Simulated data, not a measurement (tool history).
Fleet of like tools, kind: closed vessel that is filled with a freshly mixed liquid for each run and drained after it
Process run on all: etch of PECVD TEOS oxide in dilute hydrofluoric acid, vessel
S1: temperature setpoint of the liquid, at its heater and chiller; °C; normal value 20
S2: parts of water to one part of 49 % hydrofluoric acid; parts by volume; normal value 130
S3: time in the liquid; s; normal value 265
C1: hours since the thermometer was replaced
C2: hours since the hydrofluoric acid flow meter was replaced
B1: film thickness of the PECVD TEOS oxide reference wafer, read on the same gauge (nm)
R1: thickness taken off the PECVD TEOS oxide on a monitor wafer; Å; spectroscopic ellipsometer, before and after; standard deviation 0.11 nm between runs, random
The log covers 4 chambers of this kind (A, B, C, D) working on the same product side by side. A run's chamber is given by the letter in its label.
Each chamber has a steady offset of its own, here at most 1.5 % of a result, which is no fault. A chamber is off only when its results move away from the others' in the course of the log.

run   hour  S1   S2   S3      C1      C2      B1      R1
 1B    6.4  20  130  265   333.1   914.5  120.02  220.47
 2A   10.7  20  130  265  1531.5  1947.4  119.99  216.58
 3C   13.9  20  130  265  1039.4  1071.8  120.02  223.11
 4D   16.6  20  130  265  1638.8   391.8  120.02  221.87
 5C   22.9  20  130  265  1048.4  1080.8  119.99  219.22
 6D   26.7  17  130  265  1648.9   401.9  120.02  198.09
 7B   32.2  17  130  265   358.9   940.3  119.96  192.73
 8A   36.3  17  130  265  1557.1    1973  120.03  191.07
 9D   41.8  17  130  265    1664     417  119.99  196.03
10A   46.6  20  130  265  1567.4  1983.3     120  216.45
11C   50.1  20  130  265  1075.6    1108  119.99   221.9
12B   54.2  20  130  265   380.9   962.3  120.03  220.44
13B   59.5  20  130  265   386.2   967.6     120  220.06
14A   63.5  20  130  265  1584.3  2000.2  120.01  216.99
15C   66.4  20  130  265  1091.9  1124.3  119.99  218.08
16D   69.9  17  130  410  1692.1   445.1  119.99   306.7
17A   75.5  17  130  410  1596.3  2012.2  119.97   295.5
18D   79.9  17  130  410  1702.1   455.1  120.01  304.46
19C   84.2  17  130  410  1109.7  1142.1  119.97  293.37
20B   87.8  20  130  265   414.5   995.9  119.99  219.88
21A   93.9  20  130  265  1614.7  2030.6     120  214.81
22D   99.9  20  130  265  1722.1   475.1  119.99   221.5
23C  105.8  20  130  265  1131.3  1163.7  119.96  207.64
24B  110.1  20  130  410   436.8  1018.2  120.04  342.91

Which is it: a chamber that has drifted or been left off by a service, a gauge drift common to all chambers, or only each chamber's usual small offset? If a chamber is off, name it and its likeliest cause.

Chamber C drifts away from the others.
Cause: hydrofluoric acid flow below the setpoint (%) = 6.14.
The log may not tell that from: liquid colder than its thermometer reads (K).

Chamber C could run next with any of the 4 candidate recipes listed below; each alters the usual settings, and their results appear as question marks. Which one brings its results back in line with what the other chambers deliver on the usual settings?
In line means no further than this from the other chambers' mean on the usual settings: R1 3.8 Å
25C-1  114.7    20  125  270               ?
25C-2  114.7    20  130  260               ?
25C-3  114.7    20  130  270               ?
25C-4  114.7  18.5  130  265               ?

Average result of the remaining chambers running the usual settings: R1 219.59 Å
  run      R1
25C-1  220.28
25C-2  202.89
25C-3   210.7
25C-4  194.57
It is 25C-1 that realigns the chamber with its peers.
